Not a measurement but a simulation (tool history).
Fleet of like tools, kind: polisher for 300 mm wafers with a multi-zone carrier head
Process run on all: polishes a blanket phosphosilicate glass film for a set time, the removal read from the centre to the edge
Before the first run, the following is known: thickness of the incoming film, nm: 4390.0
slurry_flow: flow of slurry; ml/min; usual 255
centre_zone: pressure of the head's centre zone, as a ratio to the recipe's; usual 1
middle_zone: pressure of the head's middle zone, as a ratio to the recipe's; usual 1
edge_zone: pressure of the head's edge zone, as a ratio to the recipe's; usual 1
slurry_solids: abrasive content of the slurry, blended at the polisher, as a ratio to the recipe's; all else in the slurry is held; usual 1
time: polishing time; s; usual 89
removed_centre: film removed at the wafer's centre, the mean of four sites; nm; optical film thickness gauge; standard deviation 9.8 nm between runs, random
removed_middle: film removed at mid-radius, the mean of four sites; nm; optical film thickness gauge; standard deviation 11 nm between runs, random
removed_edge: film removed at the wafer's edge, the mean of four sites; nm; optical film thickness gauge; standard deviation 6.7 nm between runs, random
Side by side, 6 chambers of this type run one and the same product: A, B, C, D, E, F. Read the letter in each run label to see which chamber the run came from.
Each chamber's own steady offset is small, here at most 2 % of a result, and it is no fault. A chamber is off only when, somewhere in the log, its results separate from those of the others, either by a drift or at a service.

run	hour	slurry_flow	centre_zone	middle_zone	edge_zone	slurry_solids	time	wafers polished on this pad	hours since the slurry nozzle was cleaned	hours since the centre zone pressure was calibrated	hours since the edge zone pressure was calibrated	removed_centre	removed_middle	removed_edge
1F	3.7	255	1	1	1	1	89	461	479.2	326.6	559.1	993.27	980.52	989.17
2D	9.6	255	1	1	1	1	89	281	454.3	596.1	283.4	982.2	978.64	988.52
3B	12.9	255	1	1	1	1	89	488	496.6	881.5	461.4	999.02	981.89	983.41
# hour 13.2: chamber E: worn pad replaced by a new one
4C	18	255	1	1	1	1	89	278	226.4	650.9	775.9	976.2	996.36	1002.9
# hour 19.8: chamber D: centre zone pressure recalibrated
# hour 21: chamber F: centre zone pressure recalibrated
5E	22.1	255	1	1	1	1	89	112	63.2	1015.3	335.3	992.19	1002.8	986.75
# hour 23.9: chamber B: worn pad replaced by a new one
6A	26.6	255	1	1	1	1	89	920	293.1	169.1	530.3	955.47	987.83	980.44
7A	32.1	255	1	1	1	1	89	989	298.6	174.6	535.8	987.11	981.36	984.19
8C	35	255	1	1	1	1	89	491	243.4	667.9	792.9	987.85	999.2	982.4
# hour 36.5: chamber D: worn pad replaced by a new one
9D	40.3	255	1	1	1	1	89	48	485	20.6	314.1	981.25	1001	996.15
10E	43.1	255	1	1	0.94	1	115	374	84.2	1036.3	356.3	1294.8	1299.9	1240.4
# hour 46.1: chamber A: worn pad replaced by a new one
11B	47.3	255	1	1	0.94	1	115	292	531	915.9	495.8	1285.7	1287.4	1230.7
12F	51.3	255	1	1	0.94	1	115	1057	526.8	30.3	606.7	1268.8	1265.5	1232.8
13A	55.6	255	1	1	0.94	1	115	119	322.1	198.1	559.3	1255.4	1291.3	1229.5
# hour 56.1: chamber F: worn pad replaced by a new one
# hour 59.7: chamber E: worn pad replaced by a new one
14C	61.3	255	1	1	0.94	1	115	820	269.7	694.2	819.2	1268.6	1280.6	1230.8
15E	65	255	1	1	0.94	1	115	66	106.1	1058.2	378.2	1286.5	1290	1250.6
16F	69.8	255	1	1	1	1	89	171	545.3	48.8	625.2	1003.4	999.7	995.44
17D	73.4	255	1	1	1	1	89	462	518.1	53.7	347.2	985.84	977.5	993.54
18B	78	305	1	1	1	1	71	677	561.7	946.6	526.5	800.5	797.78	800.54
19A	81	305	1	1	1	1	71	437	347.5	223.5	584.7	798.38	802.98	794.7
# hour 81.6: chamber C: worn pad replaced by a new one
# hour 82.3: chamber B: worn pad replaced by a new one
20B	83.9	305	1	1	1	1	71	20	567.6	952.5	532.4	797.31	801.77	794.95
21F	87.6	305	1	1	1	1	71	394	563.1	66.6	643	813.04	795.98	795.94
22C	90.2	305	1	1	1	1	71	108	298.6	723.1	848.1	814.81	818	792.3
# hour 90.7: chamber D: worn pad replaced by a new one
23E	94.7	305	1	1	1	1	71	438	135.8	1087.9	407.9	817.21	816.12	797.6
24D	98.8	255	1	1	1	1	89	101	543.5	79.1	372.6	980.74	991.49	991.55
25A	101.9	255	1	1	1	1.2	102	699	368.4	244.4	605.6	1214.1	1253.1	1212.2
26D	104.8	255	1	1	1	1.2	102	176	549.5	85.1	378.6	1229.9	1231.3	1244.9
27B	107.6	255	1	1	1	1.2	102	317	591.3	976.2	556.1	1220.7	1239	1230.9
28E	110.2	255	1	1	1	1.2	102	632	151.3	1103.4	423.4	1240.1	1213.8	1225.7
# hour 113.2: chamber E: worn pad replaced by a new one
29F	113.4	255	1	1	1	1.2	102	717	588.9	92.4	668.8	1223.5	1211	1224.9
30C	118.6	255	1	1	1	1.2	102	463	327	751.5	876.5	1225.9	1230.5	1207.6
31B	121.5	255	1	1	1	0.7	101	491	605.2	990.1	570	939.29	930.14	932.02
32F	124.8	255	1	1	1	0.7	101	859	600.3	103.8	680.2	936.13	914.17	932
33A	130.2	255	1	1	1	0.7	101	1053	396.7	272.7	633.9	936.4	933.48	936.49
# hour 131: chamber B: worn pad replaced by a new one
# hour 131.6: chamber A: worn pad replaced by a new one
34D	133.2	255	1	1	1	0.7	101	532	577.9	113.5	407	939.95	939.38	942.76
# hour 138.1: chamber F: worn pad replaced by a new one
35C	139.2	255	1	1	1	0.7	101	721	347.6	772.1	897.1	941.47	934.94	943.24
# hour 140.6: chamber D: worn pad replaced by a new one
36E	144.9	255	1	1	1	0.7	101	397	186	1138.1	458.1	945.05	947.08	947.96
37B	148.2	255	1	1	1	1	89	215	631.9	1016.8	596.7	1013	995.96	988.98
# hour 151.3: chamber C: worn pad replaced by a new one
38C	153.8	255	1	1	1	1	89	31	362.2	786.7	911.7	984.54	998.82	987.39
39F	157.5	255	1	1.09	1	1.2	89	243	633	136.5	712.9	1060.8	1156.4	1071.9
40D	163.1	255	1	1.09	1	1.2	89	281	607.8	143.4	436.9	1070.8	1183.2	1066.1
# hour 165.6: chamber E: worn pad replaced by a new one
41E	167.8	255	1	1.09	1	1.2	89	28	208.9	1161	481	1077.5	1175.2	1068.9
42A	170.9	255	1	1.09	1	1.2	89	492	437.4	313.4	674.6	1071.9	1168.7	1055.7
43D	174.1	255	1	1.09	1	1.2	89	419	618.8	154.4	447.9	1079.3	1179	1071.1
44A	180.1	255	1	1.09	1	1.2	89	607	446.6	322.6	683.8	1070.2	1157.2	1053.4

Is one chamber out of step, is the gauge drifting, or do the chambers differ by no more than their own small offsets? For an off chamber, give its letter and the likeliest cause.

No chamber stands off beyond its own small offset, and the gauge holds steady.

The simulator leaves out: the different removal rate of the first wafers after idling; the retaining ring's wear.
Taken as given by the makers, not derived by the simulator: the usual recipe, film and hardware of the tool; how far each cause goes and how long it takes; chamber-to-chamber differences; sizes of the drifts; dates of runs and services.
